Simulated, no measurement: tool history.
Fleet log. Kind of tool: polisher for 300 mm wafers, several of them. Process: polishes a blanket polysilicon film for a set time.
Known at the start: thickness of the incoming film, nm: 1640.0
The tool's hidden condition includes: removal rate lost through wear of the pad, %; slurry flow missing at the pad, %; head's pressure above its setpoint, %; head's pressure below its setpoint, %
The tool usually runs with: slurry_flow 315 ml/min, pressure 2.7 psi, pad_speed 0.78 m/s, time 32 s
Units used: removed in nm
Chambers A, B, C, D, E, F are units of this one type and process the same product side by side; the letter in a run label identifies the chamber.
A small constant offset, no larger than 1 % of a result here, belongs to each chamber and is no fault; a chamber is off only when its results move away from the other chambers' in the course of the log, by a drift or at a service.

run	hour	slurry_flow	pressure	pad_speed	time	wafers polished on this pad	hours since the slurry nozzle was cleaned	hours since the head pressure was calibrated	removed
# hour 1.4: chamber C: worn pad replaced by a new one
1D	11.4	315	2.7	0.78	32	692	574.3	1014.7	170.84
2C	18.9	315	2.7	0.78	32	285	207.6	171.5	168.12
3B	31.2	315	2.7	0.78	32	825	83.3	126	170.33
# hour 39.5: chamber D: worn pad replaced by a new one
4A	44.2	315	2.7	0.78	32	1047	359	384.9	168.53
# hour 48.8: chamber B: worn pad replaced by a new one
# hour 54.5: chamber C: slurry nozzle cleaned
5E	56.1	315	2.7	0.78	32	1061	94.3	664	168.48
6F	63.5	315	2.7	0.78	32	1293	76.8	445.2	168.13
# hour 63.8: chamber F: worn pad replaced by a new one
# hour 67.4: chamber A: worn pad replaced by a new one
# hour 75.7: chamber C: worn pad replaced by a new one
# hour 77.1: chamber E: worn pad replaced by a new one
7B	78.4	315	2.7	0.78	32	482	130.5	173.2	171.81
8A	93.4	315	2.7	0.6	32	423	408.2	434.1	130.91
9D	104.3	315	2.7	0.6	32	1053	667.2	1107.6	129.28
10E	117.2	315	2.7	0.6	32	651	155.4	725.1	131.02
# hour 124.8: chamber B: worn pad replaced by a new one
# hour 125.1: chamber D: worn pad replaced by a new one
11F	128.3	315	2.7	0.6	32	1048	141.6	510	131.35
12C	138.1	315	2.7	0.6	32	1015	83.6	290.7	130.69
# hour 138.9: chamber F: worn pad replaced by a new one
13D	149.4	315	2.7	0.6	32	396	712.3	1152.7	129.7
# hour 155.2: chamber A: worn pad replaced by a new one
# hour 158.5: chamber C: worn pad replaced by a new one
14C	163.5	315	2.7	0.78	32	81	109	316.1	169.37
# hour 169.2: chamber E: worn pad replaced by a new one
15E	177.4	315	2.7	0.78	32	133	215.6	785.3	169.33
16F	191.9	315	2.7	0.86	41	861	205.2	573.6	238.36
# hour 194.2: chamber B: worn pad replaced by a new one
17B	198.7	315	2.7	0.86	41	74	250.8	293.5	239.29
# hour 206.6: chamber D: worn pad replaced by a new one
# hour 207: chamber A: head pressure recalibrated
18A	209.4	315	2.7	0.86	41	881	524.2	2.4	261.74
19C	218.3	315	2.7	0.86	41	972	163.8	370.9	237.95
# hour 224.7: chamber E: head pressure recalibrated
# hour 225.6: chamber F: worn pad replaced by a new one
# hour 231.3: chamber C: worn pad replaced by a new one
20D	231.8	315	2.7	0.86	41	410	794.7	1235.1	237.47
# hour 233.2: chamber A: worn pad replaced by a new one
21A	241.4	315	2.7	0.86	41	134	556.2	34.4	258.49
22E	250.9	315	2.7	0.78	32	1327	289.1	26.2	171.25
23F	260	315	2.7	0.78	32	559	273.3	641.7	168.83
# hour 260.9: chamber E: worn pad replaced by a new one
24B	268.4	315	2.7	0.78	32	1206	320.5	363.2	170.64
# hour 277.7: chamber D: head pressure recalibrated
# hour 278.8: chamber D: slurry nozzle cleaned
25F	281.9	315	2.7	0.78	32	915	295.2	663.6	168.37
# hour 282.6: chamber B: worn pad replaced by a new one
26A	292.4	315	2.7	0.78	32	963	607.2	85.4	185.46
# hour 294.6: chamber D: worn pad replaced by a new one
# hour 295.9: chamber F: worn pad replaced by a new one
# hour 297.6: chamber F: slurry nozzle cleaned
27E	299.3	315	2.1	0.78	32	624	337.5	74.6	130.7
# hour 302.3: chamber C: head pressure recalibrated
# hour 306.2: chamber A: worn pad replaced by a new one
28C	307.3	315	2.1	0.78	32	1234	252.8	5	129.63
# hour 319.8: chamber C: worn pad replaced by a new one
29D	319.9	315	2.1	0.78	32	412	41.2	42.3	130.91
30B	335.2	315	2.1	0.78	32	854	387.3	430	132
# hour 337.9: chamber C: slurry nozzle cleaned
# hour 343.2: chamber E: worn pad replaced by a new one
# hour 346.2: chamber B: head pressure recalibrated
31F	347.4	315	2.1	0.78	32	836	49.9	729.1	132.51
# hour 349.9: chamber B: worn pad replaced by a new one
32D	355.1	315	2.1	0.78	32	983	76.4	77.5	131.54
# hour 360.8: chamber B: slurry nozzle cleaned
33C	363.9	350	2.7	0.78	32	717	26.1	61.6	170.65
34E	371.8	350	2.7	0.78	32	465	410	147.1	171.02
# hour 373: chamber A: worn pad replaced by a new one
35B	383	350	2.7	0.78	32	538	22.3	36.9	173.29
36A	390.1	350	2.7	0.78	32	277	704.9	183.1	183.68

Which is it: a chamber that has drifted or been left off by a service, a gauge drift common to all chambers, or only each chamber's usual small offset? If a chamber is off, name it and its likeliest cause.

A service on chamber A put it out of line with the rest.
Cause: head's pressure above its setpoint, % = 9.84.

Chamber A could run next with any of the 4 candidate recipes listed below; each alters the usual settings, and their results appear as question marks. Which one brings its results back in line with what the other chambers deliver on the usual settings?
Allowed miss from the other chambers' usual-settings mean, per result, to count as in line: removed 4.1 nm
37A-1	401	315	2.8	0.8	33				?
37A-2	401	315	2.6	0.76	31				?
37A-3	401	315	2.7	0.92	32				?
37A-4	401	315	2.7	0.78	27				?

Average result of the remaining chambers running the usual settings: removed 169.47 nm
run	removed
37A-1	203.67
37A-2	169.02
37A-3	218.88
37A-4	156.78
37A-2 puts the chamber back in line with the other chambers.
